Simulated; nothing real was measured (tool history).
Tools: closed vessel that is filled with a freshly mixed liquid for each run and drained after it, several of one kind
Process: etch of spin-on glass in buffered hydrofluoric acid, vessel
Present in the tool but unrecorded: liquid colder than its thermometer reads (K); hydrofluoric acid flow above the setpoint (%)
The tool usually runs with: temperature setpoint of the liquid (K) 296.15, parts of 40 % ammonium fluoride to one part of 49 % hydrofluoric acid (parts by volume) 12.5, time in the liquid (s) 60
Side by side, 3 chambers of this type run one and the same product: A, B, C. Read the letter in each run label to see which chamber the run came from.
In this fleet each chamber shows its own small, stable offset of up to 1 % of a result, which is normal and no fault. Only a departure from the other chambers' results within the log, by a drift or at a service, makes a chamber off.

run    day  temperature setpoint of the liquid (K)  parts of 40 % ammonium fluoride to one part of 49 % hydrofluoric acid (parts by volume)  time in the liquid (s)  hours since the thermometer was replaced  hours since the hydrofluoric acid flow meter was replaced  read-back film thickness of the spin-on glass reference wafer, read on the same gauge (nm)  thickness taken off the spin-on glass on a monitor wafer (angstrom)
 1C  0.204                                  296.15                                                                                     12.5                      60                                     175.1                                                      197.8                                                                                      89.964                                                               2277.6
 2A  0.433                                  296.15                                                                                     12.5                      60                                     797.2                                                     1585.7                                                                                      90.038                                                               2219.7
 3B  0.558                                  296.15                                                                                     12.5                      60                                     108.1                                                     2465.9                                                                                      90.037                                                               2311.9
 4C  0.771                                  296.15                                                                                     12.5                      60                                     188.7                                                      211.4                                                                                      89.985                                                               2285.3
 5A  0.933                                  296.15                                                                                     12.5                      60                                     809.2                                                     1597.7                                                                                      89.984                                                               2242.1
 6B  1.104                                  296.15                                                                                     12.5                      60                                     121.2                                                     2479.0                                                                                      89.980                                                               2323.1
 7B  1.362                                  296.15                                                                                     12.5                      60                                     127.4                                                     2485.2                                                                                      90.034                                                               2351.9
 8C  1.512                                  296.15                                                                                     12.5                      60                                     206.5                                                      229.2                                                                                      89.974                                                               2271.5
 9A  1.738                                  296.15                                                                                     12.5                      60                                     828.5                                                     1617.0                                                                                      90.030                                                               2282.6
10C  1.892                                  296.15                                                                                     12.5                      60                                     215.6                                                      238.3                                                                                      90.015                                                               2284.4
11B  2.042                                  296.15                                                                                     12.5                      60                                     143.7                                                     2501.5                                                                                      89.974                                                               2300.9
12A  2.179                                  296.15                                                                                     12.5                      60                                     839.1                                                     1627.6                                                                                      90.063                                                               2257.7
13A  2.462                                  296.15                                                                                     12.5                      60                                     845.9                                                     1634.4                                                                                      89.967                                                               2244.0
     2.683  -- chamber B: hydrofluoric acid flow meter replaced
14C  2.704                                  296.15                                                                                     12.5                      60                                     235.1                                                      257.8                                                                                      90.006                                                               2268.3
15B  2.921                                  296.15                                                                                     12.5                      60                                     164.8                                                        5.8                                                                                      90.017                                                               2278.3
16C  3.175                                  296.15                                                                                     12.5                      60                                     246.4                                                      269.1                                                                                      89.974                                                               2234.3
17A  3.367                                  296.15                                                                                     12.5                      60                                     867.6                                                     1656.1                                                                                      89.997                                                               2259.4
18B  3.588                                  296.15                                                                                     12.5                      60                                     180.8                                                       21.8                                                                                      89.992                                                               2304.3
19A  3.821                                  296.15                                                                                     12.5                      60                                     878.5                                                     1667.0                                                                                      89.992                                                               2262.8
20B  3.962                                  296.15                                                                                     12.5                      60                                     189.8                                                       30.8                                                                                      89.982                                                               2333.5
21C  4.108                                  296.15                                                                                     12.5                      60                                     268.8                                                      291.5                                                                                      90.024                                                               2246.9
22B  4.242                                  296.15                                                                                     12.5                      60                                     196.5                                                       37.5                                                                                      90.014                                                               2283.8
23A  4.388                                  296.15                                                                                     15.5                      60                                     892.1                                                     1680.6                                                                                      89.987                                                               1821.4
24C  4.546                                  296.15                                                                                     15.5                      60                                     279.3                                                      302.0                                                                                      90.014                                                               1837.5
25B  4.712                                  296.15                                                                                     15.5                      60                                     207.8                                                       48.8                                                                                      90.028                                                               1852.7
26C  4.971                                  296.15                                                                                     12.5                      60                                     289.5                                                      312.2                                                                                      90.072                                                               2288.9
27A  5.138                                  296.15                                                                                     12.5                      60                                     910.1                                                     1698.6                                                                                      90.017                                                               2274.6
28C  5.392                                  296.15                                                                                     12.5                      60                                     299.6                                                      322.3                                                                                      90.026                                                               2271.7
29B  5.554                                  296.15                                                                                     12.5                      60                                     228.0                                                       69.0                                                                                      89.994                                                               2288.5
30A  5.717                                  296.15                                                                                     12.5                      60                                     924.0                                                     1712.5                                                                                      89.968                                                               2213.6
31A  5.858                                  296.15                                                                                     12.5                      60                                     927.4                                                     1715.9                                                                                      90.014                                                               2252.0
32B  6.025                                  296.15                                                                                     12.5                      60                                     239.3                                                       80.3                                                                                      90.013                                                               2318.7
33C  6.188                                  296.15                                                                                     12.5                      60                                     318.7                                                      341.4                                                                                      90.035                                                               2270.9
34C  6.392                                  296.15                                                                                     12.5                      60                                     323.6                                                      346.3                                                                                      89.971                                                               2287.7
35A  6.629                                  296.15                                                                                     12.5                      60                                     945.9                                                     1734.4                                                                                      90.008                                                               2247.3
36B  6.838                                  296.15                                                                                     12.5                      60                                     258.8                                                       99.8                                                                                      89.994                                                               2256.7
37A  6.992                                  296.15                                                                                     12.5                      60                                     954.6                                                     1743.1                                                                                      90.030                                                               2292.8

One chamber off, gauge drift, or nothing amiss beyond the chambers' own small offsets? If it is a chamber, which one, and what is the likeliest cause?

Nothing is wrong: each chamber keeps only its own small, steady offset and the gauge holds still.
